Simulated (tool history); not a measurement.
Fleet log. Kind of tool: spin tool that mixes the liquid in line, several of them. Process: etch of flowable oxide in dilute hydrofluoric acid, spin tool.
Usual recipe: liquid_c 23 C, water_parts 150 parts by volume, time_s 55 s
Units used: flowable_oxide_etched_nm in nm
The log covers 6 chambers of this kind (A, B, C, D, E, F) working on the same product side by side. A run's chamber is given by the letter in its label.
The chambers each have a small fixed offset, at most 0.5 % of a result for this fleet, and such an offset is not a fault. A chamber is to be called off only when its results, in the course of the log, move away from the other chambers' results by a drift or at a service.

run	day	liquid_c	water_parts	time_s	read-back film thickness of the flowable oxide reference wafer, read on the same gauge (nm)	flowable_oxide_etched_nm
1B	0.454	23	150	55	40.001	9.295
2E	0.967	23	150	55	39.987	9.2311
3C	1.546	23	150	55	39.995	9.2256
4D	1.95	23	150	55	40.009	9.2511
5F	2.333	23	150	55	39.978	9.4006
6A	2.65	23	150	55	39.991	9.2823
7E	2.946	23	150	55	39.994	9.2232
8A	3.271	23	150	55	40.028	9.2922
9B	3.8	23	150	55	39.988	9.2515
10D	4.396	23	150	20	40.019	3.3489
11F	4.742	23	150	20	40.001	3.4011
12C	5.179	23	150	20	40.012	3.366
# day 5.6: chamber D: hydrofluoric acid flow meter replaced
13E	5.729	23	150	20	40.026	3.369
14A	6.133	23	150	20	39.996	3.3983
15D	6.692	23	150	20	40.021	3.3738
16F	7.146	19	175	55	39.986	6.7402
17B	7.604	19	175	55	39.99	6.6348
18C	8.192	19	175	55	39.99	6.626
19D	8.704	19	175	55	40.031	6.5997
20C	9.25	19	175	55	39.988	6.6706
21F	9.812	19	175	55	39.984	6.6889
22A	10.15	23	150	55	39.988	9.3442
23E	10.679	23	150	40	40.01	6.8329
24B	11.112	23	150	40	40.006	6.7643
25A	11.692	23	150	40	40.016	6.7858
26D	12.25	23	150	40	40.029	6.7147
# day 12.412: chamber E: thermometer replaced
27F	12.833	23	150	40	40.002	6.8551
28E	13.183	23	150	40	40.011	6.7744
# day 13.346: chamber E: hydrofluoric acid flow meter replaced
29C	13.538	23	150	55	39.997	9.2102
30B	13.817	23	150	55	39.992	9.3548
31C	14.412	23	150	55	40.012	9.2034
32D	15.008	23	150	55	39.995	9.253
33A	15.45	23	150	55	40.002	9.2789
34B	15.796	23	150	55	40.001	9.2346
35E	16.121	23	150	55	40	9.176
36F	16.588	23	150	55	39.996	9.3521
37B	17.054	23	150	55	39.978	9.2626
38C	17.433	23	150	55	40.022	9.242

All 6 chambers run these settings next. Forecast each chamber's results:
39A	17.883	24.5	150	55		?
39B	17.883	24.5	150	55		?
39C	17.883	24.5	150	55		?
39D	17.883	24.5	150	55		?
39E	17.883	24.5	150	55		?
39F	17.883	24.5	150	55		?

run	flowable_oxide_etched_nm
39A	9.9132
39B	9.8974
39C	9.7514
39D	9.8441
39E	9.7878
39F	9.8417
